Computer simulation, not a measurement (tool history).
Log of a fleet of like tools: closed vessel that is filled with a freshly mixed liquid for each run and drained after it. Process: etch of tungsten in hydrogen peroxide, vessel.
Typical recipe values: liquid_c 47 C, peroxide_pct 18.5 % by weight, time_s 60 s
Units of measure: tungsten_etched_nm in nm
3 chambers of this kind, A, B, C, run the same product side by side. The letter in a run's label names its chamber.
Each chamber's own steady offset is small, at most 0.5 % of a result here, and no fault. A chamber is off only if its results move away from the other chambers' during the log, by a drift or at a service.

| run | hour | liquid_c | peroxide_pct | time_s | hours since the thermometer was replaced | hours since the peroxide flow meter was replaced | hours since the drum of peroxide was connected | read-back film thickness of the tungsten reference wafer, read on the same gauge (nm) | tungsten_etched_nm |
|---|---|---|---|---|---|---|---|---|---|
| 1C | 7.7 | 47 | 18.5 | 60 | 1462.5 | 146.2 | 242.4 | 49.944 | 65.753 |
| 2B | 18.2 | 47 | 18.5 | 60 | 458.7 | 400.3 | 59.7 | 49.981 | 65.729 |
| 3A | 32.9 | 47 | 18.5 | 60 | 411.5 | 1010.8 | 328.2 | 50.02 | 65.18 |
| 4C | 43.3 | 47 | 18.5 | 60 | 1498.1 | 181.8 | 278 | 49.945 | 66.26 |
| 5A | 51.4 | 47 | 18.5 | 60 | 430 | 1029.3 | 346.7 | 49.995 | 66.047 |
| 6B | 66.8 | 47 | 18.5 | 60 | 507.3 | 448.9 | 108.3 | 50.004 | 65.865 |
| 7C | 76.3 | 47 | 18.5 | 60 | 1531.1 | 214.8 | 311 | 50.026 | 65.169 |
| 8B | 91.6 | 47 | 18.5 | 60 | 532.1 | 473.7 | 133.1 | 50.038 | 65.805 |
|  | 106.8 | chamber C: new drum of peroxide connected |
| 9A | 107.4 | 47 | 18.5 | 60 | 486 | 1085.3 | 402.7 | 50.021 | 65.909 |
| 10C | 115.1 | 47 | 18.5 | 60 | 1569.9 | 253.6 | 8.4 | 49.996 | 66.144 |
| 11B | 122.2 | 47 | 18.5 | 60 | 562.7 | 504.3 | 163.7 | 49.976 | 66.568 |
| 12A | 132.9 | 47 | 14 | 75 | 511.5 | 1110.8 | 428.2 | 49.986 | 71.909 |
| 13C | 141.3 | 47 | 14 | 75 | 1596.1 | 279.8 | 34.6 | 49.928 | 71.358 |
| 14B | 152.4 | 47 | 14 | 75 | 592.9 | 534.5 | 193.9 | 50.009 | 72.601 |
| 15A | 161.2 | 47 | 18.5 | 60 | 539.8 | 1139.1 | 456.5 | 50.025 | 65.892 |
| 16C | 171 | 47 | 18.5 | 60 | 1625.8 | 309.5 | 64.3 | 50.011 | 65.172 |
|  | 183.9 | chamber C: thermometer replaced |
| 17B | 183.9 | 47 | 18.5 | 60 | 624.4 | 566 | 225.4 | 49.981 | 66.21 |
| 18A | 197.4 | 47 | 18.5 | 60 | 576 | 1175.3 | 492.7 | 49.996 | 65.721 |
| 19B | 205.8 | 47 | 18.5 | 60 | 646.3 | 587.9 | 247.3 | 50.018 | 67.051 |
| 20C | 214.7 | 47 | 18.5 | 60 | 30.8 | 353.2 | 108 | 50.02 | 65.658 |
| 21A | 223.3 | 47 | 18.5 | 60 | 601.9 | 1201.2 | 518.6 | 49.966 | 65.819 |
|  | 224.8 | chamber A: thermometer replaced |
| 22A | 233.2 | 47 | 18.5 | 60 | 8.5 | 1211.1 | 528.5 | 50.022 | 65.682 |
| 23B | 245 | 47 | 18.5 | 60 | 685.5 | 627.1 | 286.5 | 50.01 | 67.651 |
| 24C | 260.8 | 47 | 18.5 | 60 | 76.9 | 399.3 | 154.1 | 49.967 | 65.011 |
| 25A | 270.7 | 47 | 18.5 | 60 | 46 | 1248.6 | 566 | 49.976 | 65.264 |
| 26B | 277.9 | 47 | 18.5 | 60 | 718.4 | 660 | 319.4 | 49.996 | 67.951 |
| 27C | 285.2 | 47 | 18.5 | 60 | 101.3 | 423.7 | 178.5 | 49.958 | 65.765 |
| 28C | 297.7 | 54 | 16 | 60 | 113.8 | 436.2 | 191 | 49.988 | 93.799 |
| 29A | 308.8 | 54 | 16 | 60 | 84.1 | 1286.7 | 604.1 | 49.998 | 92.074 |
|  | 312 | chamber C: peroxide flow meter replaced |
| 30B | 319.2 | 54 | 16 | 60 | 759.7 | 701.3 | 360.7 | 50.007 | 97.851 |
| 31A | 331.1 | 47 | 18.5 | 60 | 106.4 | 1309 | 626.4 | 49.998 | 65.118 |
| 32B | 341.2 | 47 | 18.5 | 60 | 781.7 | 723.3 | 382.7 | 50.017 | 69.46 |
| 33C | 350.8 | 47 | 18.5 | 60 | 166.9 | 38.9 | 244.1 | 49.982 | 65.178 |
| 34C | 363.8 | 37.5 | 18.5 | 85 | 179.9 | 51.9 | 257.1 | 49.968 | 49.963 |
| 35B | 377.4 | 37.5 | 18.5 | 85 | 817.9 | 759.5 | 418.9 | 49.985 | 54.15 |
| 36A | 386 | 37.5 | 18.5 | 85 | 161.3 | 1363.9 | 681.3 | 50.05 | 50.825 |
| 37B | 393.4 | 39.5 | 18.5 | 80 | 833.9 | 775.5 | 434.9 | 49.965 | 58.636 |
|  | 397.5 | chamber A: new drum of peroxide connected |
| 38C | 400.3 | 39.5 | 18.5 | 80 | 216.4 | 88.4 | 293.6 | 49.999 | 53.756 |
| 39A | 413.6 | 39.5 | 18.5 | 80 | 188.9 | 1391.5 | 16.1 | 49.984 | 54.377 |
| 40A | 425.2 | 47 | 18.5 | 60 | 200.5 | 1403.1 | 27.7 | 50.009 | 65.559 |

Each of the 3 chambers runs these same settings next. Fill in every chamber's results:
| 41A | 436.6 | 47 | 23 | 60 |  |  |  |  | ? |
| 41B | 436.6 | 47 | 23 | 60 |  |  |  |  | ? |
| 41C | 436.6 | 47 | 23 | 60 |  |  |  |  | ? |

| run | tungsten_etched_nm |
|---|---|
| 41A | 73.224 |
| 41B | 78.641 |
| 41C | 73.516 |
